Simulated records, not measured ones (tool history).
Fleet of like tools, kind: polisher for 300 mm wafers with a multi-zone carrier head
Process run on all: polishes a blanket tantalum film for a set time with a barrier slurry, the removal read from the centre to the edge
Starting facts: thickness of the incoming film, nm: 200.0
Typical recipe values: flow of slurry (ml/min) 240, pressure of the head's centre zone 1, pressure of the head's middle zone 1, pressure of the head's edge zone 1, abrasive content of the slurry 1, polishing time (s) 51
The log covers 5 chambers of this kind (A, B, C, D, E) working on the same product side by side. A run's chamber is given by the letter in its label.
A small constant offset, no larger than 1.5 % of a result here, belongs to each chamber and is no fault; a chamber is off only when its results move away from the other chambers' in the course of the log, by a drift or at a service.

| run | hour | flow of slurry (ml/min) | pressure of the head's centre zone | pressure of the head's middle zone | pressure of the head's edge zone | abrasive content of the slurry | polishing time (s) | wafers polished on this pad | hours since the slurry nozzle was cleaned | hours since the centre zone pressure was calibrated | hours since the edge zone pressure was calibrated | film removed at the wafer's centre (angstrom) | film removed at mid-radius (angstrom) | film removed at the wafer's edge (angstrom) |
|---|---|---|---|---|---|---|---|---|---|---|---|---|---|---|
|  | 0.6 | chamber B: worn pad replaced by a new one |
| 1E | 6 | 240 | 1 | 1 | 1 | 1 | 51 | 444 | 124.1 | 345.3 | 309.2 | 360.57 | 361.67 | 362.34 |
| 2A | 16.5 | 240 | 1 | 1 | 1 | 1 | 51 | 980 | 60.5 | 173.1 | 84.5 | 366.22 | 353.97 | 357.15 |
|  | 20.6 | chamber E: worn pad replaced by a new one |
| 3C | 22.3 | 240 | 1 | 1 | 1 | 1 | 51 | 633 | 296.2 | 328.6 | 890.1 | 348.04 | 355.62 | 353.93 |
| 4D | 31.8 | 240 | 1 | 1 | 1 | 1 | 51 | 633 | 327.9 | 206.1 | 565.1 | 357.23 | 356.05 | 344.98 |
| 5B | 41 | 240 | 1 | 1 | 1 | 1 | 51 | 452 | 95.9 | 806.7 | 245.9 | 357.44 | 349.58 | 347.1 |
| 6A | 49.9 | 240 | 1 | 1 | 1 | 1 | 51 | 1354 | 93.9 | 206.5 | 117.9 | 353.45 | 356.03 | 362.03 |
| 7E | 56.9 | 240 | 1.11 | 1 | 1 | 1 | 51 | 407 | 175 | 396.2 | 360.1 | 389.1 | 355.04 | 355.26 |
| 8C | 66.2 | 240 | 1.11 | 1 | 1 | 1 | 51 | 1124 | 340.1 | 372.5 | 934 | 400.24 | 346.73 | 356.47 |
| 9D | 73.1 | 240 | 1.11 | 1 | 1 | 1 | 51 | 1096 | 369.2 | 247.4 | 606.4 | 405.88 | 351.68 | 340.88 |
|  | 75.5 | chamber B: worn pad replaced by a new one |
|  | 76.7 | chamber C: edge zone pressure recalibrated |
|  | 77.2 | chamber E: worn pad replaced by a new one |
|  | 78.9 | chamber D: worn pad replaced by a new one |
| 10B | 79 | 240 | 1.11 | 1 | 1 | 1 | 51 | 39 | 133.9 | 844.7 | 283.9 | 405.68 | 358.92 | 351.79 |
| 11A | 87.6 | 240 | 1.11 | 1 | 1 | 1 | 51 | 1776 | 131.6 | 244.2 | 155.6 | 397.63 | 349.53 | 352.75 |
|  | 88 | chamber C: worn pad replaced by a new one |
| 12C | 97.1 | 240 | 1 | 1 | 1 | 1 | 51 | 102 | 371 | 403.4 | 20.4 | 346.66 | 344.91 | 352.42 |
|  | 97.9 | chamber D: edge zone pressure recalibrated |
| 13E | 103.1 | 240 | 1 | 1 | 1 | 1 | 51 | 290 | 221.2 | 442.4 | 406.3 | 352.74 | 352.26 | 353.94 |
| 14D | 111.3 | 240 | 1 | 1 | 1 | 1 | 51 | 363 | 407.4 | 285.6 | 13.5 | 362.57 | 354.55 | 343.28 |
| 15B | 119 | 240 | 1 | 1 | 1 | 1 | 51 | 487 | 173.9 | 884.7 | 323.9 | 360.97 | 351.85 | 356.82 |
|  | 125.4 | chamber B: centre zone pressure recalibrated |
| 16D | 126 | 240 | 1 | 1 | 1 | 1 | 51 | 528 | 422.1 | 300.3 | 28.2 | 357.39 | 349.06 | 354.75 |
| 17B | 130.6 | 240 | 1 | 1 | 1 | 1 | 51 | 617 | 185.5 | 5.2 | 335.5 | 348.25 | 357.41 | 352.1 |
| 18A | 135.4 | 240 | 1 | 1 | 1 | 1 | 51 | 2311 | 179.4 | 292 | 203.4 | 350.56 | 342.12 | 357.87 |
|  | 138.6 | chamber E: worn pad replaced by a new one |
| 19E | 142.5 | 240 | 1 | 1 | 1 | 1 | 51 | 44 | 260.6 | 481.8 | 445.7 | 344.22 | 355.91 | 354.58 |
| 20C | 152.7 | 240 | 1 | 1 | 1 | 1 | 51 | 725 | 426.6 | 459 | 76 | 351.15 | 346.75 | 355.97 |
| 21C | 162.1 | 240 | 1 | 1 | 1 | 1 | 51 | 830 | 436 | 468.4 | 85.4 | 352.7 | 347.41 | 348.26 |
| 22D | 167.1 | 240 | 1 | 1 | 1 | 1 | 51 | 988 | 463.2 | 341.4 | 69.3 | 355.19 | 341.01 | 350 |
|  | 167.6 | chamber D: worn pad replaced by a new one |
|  | 171.9 | chamber B: worn pad replaced by a new one |
| 23A | 176.1 | 240 | 1 | 1 | 1 | 1 | 51 | 2767 | 220.1 | 332.7 | 244.1 | 333.82 | 343.5 | 341.3 |
|  | 176.7 | chamber A: centre zone pressure recalibrated |
| 24E | 184.1 | 240 | 0.91 | 1 | 1 | 1 | 60 | 510 | 302.2 | 523.4 | 487.3 | 375.36 | 415.01 | 415.12 |
| 25B | 190.2 | 240 | 0.91 | 1 | 1 | 1 | 60 | 205 | 245.1 | 64.8 | 395.1 | 379.2 | 420.34 | 410.31 |
|  | 192.1 | chamber C: centre zone pressure recalibrated |
| 26B | 199.5 | 240 | 0.91 | 1 | 1 | 1 | 60 | 310 | 254.4 | 74.1 | 404.4 | 380.76 | 420.83 | 421.37 |
|  | 201.3 | chamber C: worn pad replaced by a new one |
|  | 201.8 | chamber E: worn pad replaced by a new one |
| 27D | 207.4 | 240 | 0.91 | 1 | 1 | 1 | 60 | 445 | 503.5 | 381.7 | 109.6 | 381.09 | 422.94 | 409.6 |
| 28C | 217.8 | 240 | 0.91 | 1 | 1 | 1 | 60 | 185 | 491.7 | 25.7 | 141.1 | 379.32 | 415.92 | 410.97 |
| 29A | 224.5 | 240 | 1 | 1 | 1 | 1 | 63 | 3308 | 268.5 | 47.8 | 292.5 | 411.25 | 414 | 406.52 |
| 30E | 229.5 | 240 | 1 | 1 | 1 | 1 | 63 | 310 | 347.6 | 568.8 | 532.7 | 433.11 | 433.74 | 439.38 |
| 31C | 235.9 | 240 | 1 | 1 | 1 | 1 | 63 | 388 | 509.8 | 43.8 | 159.2 | 436.07 | 429.43 | 429.81 |
| 32D | 245.4 | 240 | 1 | 1 | 1 | 1 | 63 | 871 | 541.5 | 419.7 | 147.6 | 430.33 | 431.6 | 432.24 |
| 33E | 253.2 | 240 | 1 | 1 | 1 | 1 | 63 | 575 | 371.3 | 592.5 | 556.4 | 424.66 | 428.23 | 439.21 |
| 34A | 260.7 | 240 | 1 | 1 | 1 | 1 | 51 | 3714 | 304.7 | 84 | 328.7 | 331.32 | 328.65 | 329.1 |
|  | 261.7 | chamber E: worn pad replaced by a new one |
| 35B | 265.9 | 240 | 1 | 0.96 | 1 | 1 | 51 | 1053 | 320.8 | 140.5 | 470.8 | 355.08 | 327.68 | 346.78 |
|  | 266.6 | chamber B: worn pad replaced by a new one |
|  | 269.3 | chamber D: worn pad replaced by a new one |
| 36D | 274.1 | 240 | 1 | 0.96 | 1 | 1 | 51 | 54 | 570.2 | 448.4 | 176.3 | 360.04 | 331.87 | 346.37 |
| 37E | 280.6 | 240 | 1 | 0.96 | 1 | 1 | 51 | 211 | 398.7 | 619.9 | 583.8 | 351.64 | 331.76 | 355.13 |
| 38C | 289.6 | 240 | 1 | 0.96 | 1 | 1 | 51 | 989 | 563.5 | 97.5 | 212.9 | 347.61 | 332.31 | 363.78 |
| 39B | 297.4 | 240 | 1 | 0.96 | 1 | 1 | 51 | 345 | 352.3 | 172 | 502.3 | 352.54 | 342.47 | 352.55 |

Is one chamber out of step, is the gauge drifting, or do the chambers differ by no more than their own small offsets? For an off chamber, give its letter and the likeliest cause.

Chamber A drifts away from the others.
Cause: removal rate lost through wear of the pad, % = 10.1.

Which of the 4 candidates below, each the usual settings with something changed and its results left as question marks, puts chamber A back in line with what the other chambers give on the usual settings?
In line means no further than this from the other chambers' mean on the usual settings: film removed at the wafer's centre (angstrom) 16; film removed at mid-radius (angstrom) 18; film removed at the wafer's edge (angstrom) 15
| 40A-1 | 304.9 | 240 | 1 | 1 | 1 | 1 | 50 |  |  |  |  | ? | ? | ? |
| 40A-2 | 304.9 | 235 | 0.99 | 1 | 1 | 1 | 46 |  |  |  |  | ? | ? | ? |
| 40A-3 | 304.9 | 245 | 1.01 | 1 | 1 | 1 | 56 |  |  |  |  | ? | ? | ? |
| 40A-4 | 304.9 | 240 | 1 | 1 | 1 | 1 | 52 |  |  |  |  | ? | ? | ? |

The other chambers' mean on the usual settings: film removed at the wafer's centre (angstrom) 354.87; film removed at mid-radius (angstrom) 351.75; film removed at the wafer's edge (angstrom) 352.9
| run | film removed at the wafer's centre (angstrom) | film removed at mid-radius (angstrom) | film removed at the wafer's edge (angstrom) |
|---|---|---|---|
| 40A-1 | 314.2 | 313.7 | 312.59 |
| 40A-2 | 285.07 | 287.87 | 287.02 |
| 40A-3 | 356.75 | 352.2 | 350.76 |
| 40A-4 | 326.77 | 326.25 | 325.09 |
40A-3 brings the chamber back in line.
